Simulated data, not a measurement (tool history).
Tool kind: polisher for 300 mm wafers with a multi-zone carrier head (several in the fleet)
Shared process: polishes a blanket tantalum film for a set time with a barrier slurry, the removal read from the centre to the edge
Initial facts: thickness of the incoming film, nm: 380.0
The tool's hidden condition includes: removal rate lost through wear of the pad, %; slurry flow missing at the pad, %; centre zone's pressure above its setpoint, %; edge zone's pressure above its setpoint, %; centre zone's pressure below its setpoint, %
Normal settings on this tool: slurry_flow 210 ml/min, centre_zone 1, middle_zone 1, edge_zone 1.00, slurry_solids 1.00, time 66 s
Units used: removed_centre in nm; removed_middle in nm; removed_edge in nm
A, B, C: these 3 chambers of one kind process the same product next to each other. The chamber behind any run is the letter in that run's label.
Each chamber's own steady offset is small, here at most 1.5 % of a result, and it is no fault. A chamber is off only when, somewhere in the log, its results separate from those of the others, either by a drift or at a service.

| run | hour | slurry_flow | centre_zone | middle_zone | edge_zone | slurry_solids | time | wafers polished on this pad | hours since the slurry nozzle was cleaned | hours since the centre zone pressure was calibrated | hours since the edge zone pressure was calibrated | removed_centre | removed_middle | removed_edge |
|---|---|---|---|---|---|---|---|---|---|---|---|---|---|---|
|  | 1.2 | chamber A: worn pad replaced by a new one |
|  | 3.9 | chamber B: worn pad replaced by a new one |
| 1B | 5.1 | 210 | 1 | 1 | 1.00 | 1.00 | 66 | 14 | 184.7 | 108.9 | 1085.1 | 87.813 | 84.562 | 87.928 |
| 2C | 12.3 | 210 | 1 | 1 | 1.00 | 1.00 | 66 | 445 | 172.8 | 377.2 | 86.5 | 89.913 | 88.677 | 89.129 |
| 3A | 19.6 | 210 | 1 | 1 | 1.00 | 1.00 | 66 | 207 | 535.5 | 249.2 | 177.0 | 88.459 | 88.895 | 89.481 |
| 4C | 23.6 | 210 | 1 | 1 | 1.00 | 1.00 | 66 | 573 | 184.1 | 388.5 | 97.8 | 89.795 | 90.411 | 88.753 |
| 5B | 28.3 | 210 | 1 | 1 | 1.00 | 1.00 | 66 | 276 | 207.9 | 132.1 | 1108.3 | 89.543 | 86.964 | 89.709 |
|  | 29.7 | chamber A: slurry nozzle cleaned |
| 6A | 35.8 | 210 | 1 | 1 | 1.00 | 1.00 | 66 | 390 | 6.2 | 265.4 | 193.2 | 88.595 | 90.374 | 85.832 |
|  | 38.8 | chamber C: centre zone pressure recalibrated |
| 7A | 39.3 | 210 | 1 | 1 | 1.00 | 1.00 | 66 | 430 | 9.7 | 268.9 | 196.7 | 87.794 | 88.168 | 90.286 |
|  | 45.8 | chamber C: worn pad replaced by a new one |
| 8C | 46.6 | 210 | 1 | 1 | 1.00 | 1.00 | 66 | 10 | 207.1 | 7.8 | 120.8 | 77.871 | 87.270 | 90.449 |
| 9B | 51.3 | 165 | 1 | 1 | 0.95 | 1.00 | 66 | 536 | 230.9 | 155.1 | 1131.3 | 85.752 | 83.326 | 84.285 |
| 10A | 58.5 | 165 | 1 | 1 | 0.95 | 1.00 | 66 | 647 | 28.9 | 288.1 | 215.9 | 85.344 | 83.158 | 84.609 |
| 11B | 62.6 | 165 | 1 | 1 | 0.95 | 1.00 | 66 | 664 | 242.2 | 166.4 | 1142.6 | 84.541 | 85.030 | 83.377 |
| 12C | 70.1 | 210 | 1 | 1 | 1.00 | 1.00 | 66 | 275 | 230.6 | 31.3 | 144.3 | 79.154 | 88.414 | 89.364 |
| 13A | 75.1 | 210 | 1 | 1 | 1.00 | 1.00 | 66 | 834 | 45.5 | 304.7 | 232.5 | 88.271 | 86.822 | 88.759 |
|  | 79.1 | chamber B: worn pad replaced by a new one |
| 14B | 80.2 | 210 | 1 | 1 | 1.00 | 1.00 | 66 | 12 | 259.8 | 184.0 | 1160.2 | 88.577 | 87.919 | 87.714 |
| 15C | 84.3 | 210 | 1 | 1 | 1.00 | 1.25 | 66 | 435 | 244.8 | 45.5 | 158.5 | 82.921 | 97.334 | 94.940 |
| 16A | 88.1 | 210 | 1 | 1 | 1.00 | 1.25 | 66 | 981 | 58.5 | 317.7 | 245.5 | 93.548 | 92.244 | 94.144 |
| 17B | 93.3 | 210 | 1 | 1 | 1.00 | 1.25 | 66 | 160 | 272.9 | 197.1 | 1173.3 | 93.014 | 91.824 | 93.562 |
| 18C | 96.6 | 210 | 1 | 1 | 1.00 | 1.00 | 66 | 574 | 257.1 | 57.8 | 170.8 | 77.951 | 89.114 | 86.873 |
|  | 98.4 | chamber A: worn pad replaced by a new one |
| 19A | 100.2 | 210 | 1 | 1 | 1.00 | 1.00 | 66 | 21 | 70.6 | 329.8 | 257.6 | 88.146 | 86.392 | 90.356 |
| 20C | 103.7 | 135 | 1 | 1 | 1.00 | 1.00 | 79 | 655 | 264.2 | 64.9 | 177.9 | 85.865 | 99.905 | 101.750 |

All 3 chambers run these settings next. Forecast each chamber's results:
| 21A | 109.1 | 210 | 1 | 1 | 1.00 | 1.00 | 51 |  |  |  |  | ? | ? | ? |
| 21B | 109.1 | 210 | 1 | 1 | 1.00 | 1.00 | 51 |  |  |  |  | ? | ? | ? |
| 21C | 109.1 | 210 | 1 | 1 | 1.00 | 1.00 | 51 |  |  |  |  | ? | ? | ? |

| run | removed_centre | removed_middle | removed_edge |
|---|---|---|---|
| 21A | 69.113 | 68.435 | 68.110 |
| 21B | 68.751 | 66.249 | 69.102 |
| 21C | 59.449 | 69.087 | 69.097 |
